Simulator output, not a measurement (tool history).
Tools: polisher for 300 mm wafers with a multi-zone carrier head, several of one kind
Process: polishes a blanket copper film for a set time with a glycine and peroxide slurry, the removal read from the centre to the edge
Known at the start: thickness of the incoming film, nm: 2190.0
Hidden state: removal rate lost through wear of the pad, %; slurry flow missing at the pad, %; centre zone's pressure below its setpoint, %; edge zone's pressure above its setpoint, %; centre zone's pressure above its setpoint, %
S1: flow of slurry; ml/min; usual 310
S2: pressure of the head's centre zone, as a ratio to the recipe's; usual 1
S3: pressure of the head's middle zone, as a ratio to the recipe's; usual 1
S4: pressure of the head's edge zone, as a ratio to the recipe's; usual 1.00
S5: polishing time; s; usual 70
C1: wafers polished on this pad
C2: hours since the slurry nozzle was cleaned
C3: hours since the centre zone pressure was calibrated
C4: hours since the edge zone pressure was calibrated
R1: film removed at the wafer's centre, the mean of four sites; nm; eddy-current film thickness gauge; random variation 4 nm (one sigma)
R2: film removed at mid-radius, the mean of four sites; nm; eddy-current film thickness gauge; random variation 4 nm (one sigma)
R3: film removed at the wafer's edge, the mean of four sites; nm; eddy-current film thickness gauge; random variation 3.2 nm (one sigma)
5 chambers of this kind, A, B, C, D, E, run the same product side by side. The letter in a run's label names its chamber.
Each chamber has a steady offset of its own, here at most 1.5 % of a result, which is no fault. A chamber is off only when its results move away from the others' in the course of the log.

At day 0.071: chamber C: worn pad replaced by a new one.
Run 1B, day 0.242: usual settings; C1 545; C2 417.3; C3 370.3; C4 266.9. Result: R1 351.15 nm, R2 348.34 nm, R3 353.53 nm.
Run 2A, day 0.425: usual settings; C1 338; C2 532.0; C3 1518.6; C4 523.0. Result: R1 360.21 nm, R2 351.85 nm, R3 357.16 nm.
At day 0.462: chamber B: worn pad replaced by a new one.
At day 0.704: chamber E: worn pad replaced by a new one.
Run 3E, day 0.708: usual settings; C1 2; C2 230.1; C3 168.0; C4 341.5. Result: R1 350.78 nm, R2 349.12 nm, R3 354.71 nm.
Run 4D, day 0.888: usual settings; C1 587; C2 275.8; C3 414.6; C4 182.9. Result: R1 355.32 nm, R2 354.37 nm, R3 359.25 nm.
At day 0.938: chamber A: centre zone pressure recalibrated.
At day 1.012: chamber A: worn pad replaced by a new one.
Run 5C, day 1.142: usual settings; C1 314; C2 259.4; C3 465.3; C4 421.4. Result: R1 357.26 nm, R2 358.80 nm, R3 362.45 nm.
Run 6B, day 1.392: usual settings; C1 272; C2 444.9; C3 397.9; C4 294.5. Result: R1 352.25 nm, R2 360.89 nm, R3 352.28 nm.
At day 1.496: chamber B: edge zone pressure recalibrated.
At day 1.517: chamber D: worn pad replaced by a new one.
Run 7A, day 1.671: usual settings; C1 193; C2 561.9; C3 17.6; C4 552.9. Result: R1 350.34 nm, R2 355.28 nm, R3 359.00 nm.
Run 8C, day 1.850: usual settings; C1 521; C2 276.4; C3 482.3; C4 438.4. Result: R1 359.18 nm, R2 359.27 nm, R3 359.17 nm.
At day 1.896: chamber B: slurry nozzle cleaned.
Run 9D, day 1.979: usual settings; C1 135; C2 302.0; C3 440.8; C4 209.1. Result: R1 364.59 nm, R2 347.67 nm, R3 349.98 nm.
Run 10E, day 2.175: usual settings; C1 431; C2 265.3; C3 203.2; C4 376.7. Result: R1 349.84 nm, R2 346.79 nm, R3 353.59 nm.
At day 2.250: chamber C: slurry nozzle cleaned.
Run 11D, day 2.308: usual settings but S1 210 ml/min, S4 1.07; C1 231; C2 309.9; C3 448.7; C4 217.0. Result: R1 340.05 nm, R2 348.05 nm, R3 358.63 nm.
Run 12A, day 2.571: usual settings but S1 210 ml/min, S4 1.07; C1 456; C2 583.5; C3 39.2; C4 574.5. Result: R1 337.82 nm, R2 342.28 nm, R3 357.98 nm.
At day 2.675: chamber E: worn pad replaced by a new one.
At day 2.704: chamber A: worn pad replaced by a new one.
Run 13B, day 2.762: usual settings but S1 210 ml/min, S4 1.07; C1 673; C2 20.9; C3 430.8; C4 30.4. Result: R1 333.13 nm, R2 342.74 nm, R3 349.04 nm.
At day 2.775: chamber C: worn pad replaced by a new one.
At day 2.904: chamber B: worn pad replaced by a new one.
Run 14E, day 3.012: usual settings but S1 210 ml/min, S4 1.07; C1 99; C2 285.4; C3 223.3; C4 396.8. Result: R1 330.99 nm, R2 343.38 nm, R3 355.79 nm.
Run 15C, day 3.188: usual settings but S1 210 ml/min, S4 1.07; C1 121; C2 22.6; C3 514.4; C4 470.5. Result: R1 335.26 nm, R2 340.62 nm, R3 358.94 nm.
Run 16D, day 3.362: usual settings; C1 540; C2 335.2; C3 474.0; C4 242.3. Result: R1 371.06 nm, R2 346.75 nm, R3 354.75 nm.
Run 17B, day 3.650: usual settings; C1 218; C2 42.2; C3 452.1; C4 51.7. Result: R1 350.92 nm, R2 363.34 nm, R3 353.78 nm.
Run 18E, day 3.892: usual settings; C1 356; C2 306.5; C3 244.4; C4 417.9. Result: R1 360.29 nm, R2 354.06 nm, R3 353.17 nm.
At day 3.896: chamber D: worn pad replaced by a new one.
Run 19A, day 4.121: usual settings; C1 415; C2 620.7; C3 76.4; C4 611.7. Result: R1 357.06 nm, R2 354.31 nm, R3 356.75 nm.
Run 20C, day 4.329: usual settings; C1 455; C2 50.0; C3 541.8; C4 497.9. Result: R1 357.59 nm, R2 352.23 nm, R3 355.26 nm.
At day 4.400: chamber A: worn pad replaced by a new one.
Run 21E, day 4.458: usual settings; C1 522; C2 320.1; C3 258.0; C4 431.5. Result: R1 353.16 nm, R2 358.59 nm, R3 355.79 nm.
At day 4.621: chamber E: worn pad replaced by a new one.
Run 22B, day 4.646: usual settings; C1 510; C2 66.1; C3 476.0; C4 75.6. Result: R1 355.87 nm, R2 354.02 nm, R3 344.57 nm.
Run 23D, day 4.783: usual settings; C1 259; C2 369.3; C3 508.1; C4 276.4. Result: R1 373.12 nm, R2 351.39 nm, R3 356.73 nm.
Run 24C, day 4.979: usual settings; C1 645; C2 65.6; C3 557.4; C4 513.5. Result: R1 348.38 nm, R2 354.61 nm, R3 356.06 nm.
Run 25A, day 5.117: usual settings; C1 209; C2 644.6; C3 100.3; C4 635.6. Result: R1 356.37 nm, R2 359.74 nm, R3 356.14 nm.
At day 5.171: chamber B: worn pad replaced by a new one.
Run 26E, day 5.296: usual settings but S1 210 ml/min; C1 198; C2 340.2; C3 278.1; C4 451.6. Result: R1 336.32 nm, R2 333.72 nm, R3 339.37 nm.
At day 5.367: chamber C: centre zone pressure recalibrated.
Run 27C, day 5.579: usual settings but S1 210 ml/min; C1 821; C2 80.0; C3 5.1; C4 527.9. Result: R1 334.22 nm, R2 340.08 nm, R3 344.01 nm.
Run 28B, day 5.746: usual settings but S1 210 ml/min; C1 168; C2 92.5; C3 502.4; C4 102.0. Result: R1 328.35 nm, R2 333.15 nm, R3 339.71 nm.
Run 29D, day 5.896: usual settings but S1 210 ml/min; C1 585; C2 396.0; C3 534.8; C4 303.1. Result: R1 375.63 nm, R2 342.68 nm, R3 343.19 nm.
At day 6.150: chamber C: worn pad replaced by a new one.
Run 30A, day 6.162: usual settings but S1 210 ml/min; C1 515; C2 669.7; C3 125.4; C4 660.7. Result: R1 346.02 nm, R2 334.40 nm, R3 354.16 nm.
At day 6.238: chamber D: worn pad replaced by a new one.
Run 31C, day 6.388: usual settings; C1 69; C2 99.4; C3 24.5; C4 547.3. Result: R1 350.85 nm, R2 357.36 nm, R3 361.56 nm.
At day 6.400: chamber E: worn pad replaced by a new one.
At day 6.542: chamber A: worn pad replaced by a new one.
Run 32A, day 6.575: usual settings; C1 10; C2 679.6; C3 135.3; C4 670.6. Result: R1 354.23 nm, R2 360.27 nm, R3 355.76 nm.
Run 33B, day 6.775: usual settings; C1 469; C2 117.2; C3 527.1; C4 126.7. Result: R1 349.23 nm, R2 355.91 nm, R3 349.12 nm.
Run 34D, day 6.921: usual settings; C1 200; C2 420.6; C3 559.4; C4 327.7. Result: R1 388.69 nm, R2 351.74 nm, R3 357.52 nm.
Run 35E, day 7.204: usual settings but S1 365 ml/min, S4 1.06; C1 236; C2 386.0; C3 323.9; C4 497.4. Result: R1 360.31 nm, R2 355.28 nm, R3 366.77 nm.
Run 36C, day 7.462: usual settings but S1 365 ml/min, S4 1.06; C1 384; C2 125.2; C3 50.3; C4 573.1. Result: R1 353.89 nm, R2 364.87 nm, R3 378.22 nm.
Run 37A, day 7.650: usual settings but S1 365 ml/min, S4 1.06; C1 324; C2 705.4; C3 161.1; C4 696.4. Result: R1 362.72 nm, R2 354.70 nm, R3 370.46 nm.

Is one chamber off against the others, does the gauge drift, or is nothing wrong? If a chamber is off, say which, and what the likeliest cause is.

Chamber D drifts away from the others.
Cause: centre zone's pressure above its setpoint, % = 11.4.

Here are 4 candidates for chamber D's next run, each the usual settings with a change, their results left as question marks. Which one brings its results back in line with what the others give on the usual settings?
In line means no further than this from the other chambers' mean on the usual settings: R1 14.00 nm; R2 14.00 nm; R3 11.00 nm
Run 38D-1, day 7.862: usual settings but S1 315 ml/min, S2 1.09, S3 0.98, S4 0.97, S5 71 s. Result: R1 ?, R2 ?, R3 ?.
Run 38D-2, day 7.862: usual settings but S1 305 ml/min, S2 0.97, S3 1.01, S4 1.01. Result: R1 ?, R2 ?, R3 ?.
Run 38D-3, day 7.862: usual settings but S1 315 ml/min, S2 1.03, S3 0.99, S4 0.99. Result: R1 ?, R2 ?, R3 ?.
Run 38D-4, day 7.862: usual settings but S1 305 ml/min, S2 0.91, S3 1.02, S4 1.03, S5 69 s. Result: R1 ?, R2 ?, R3 ?.

The other chambers' mean on the usual settings: R1 353.60 nm; R2 353.84 nm; R3 355.33 nm
  run      R1      R2      R3
38D-1  439.63  350.92  354.23
38D-2  381.40  354.99  355.81
38D-3  408.04  349.38  352.96
38D-4  350.98  353.26  354.37
38D-4 brings the chamber back in line.
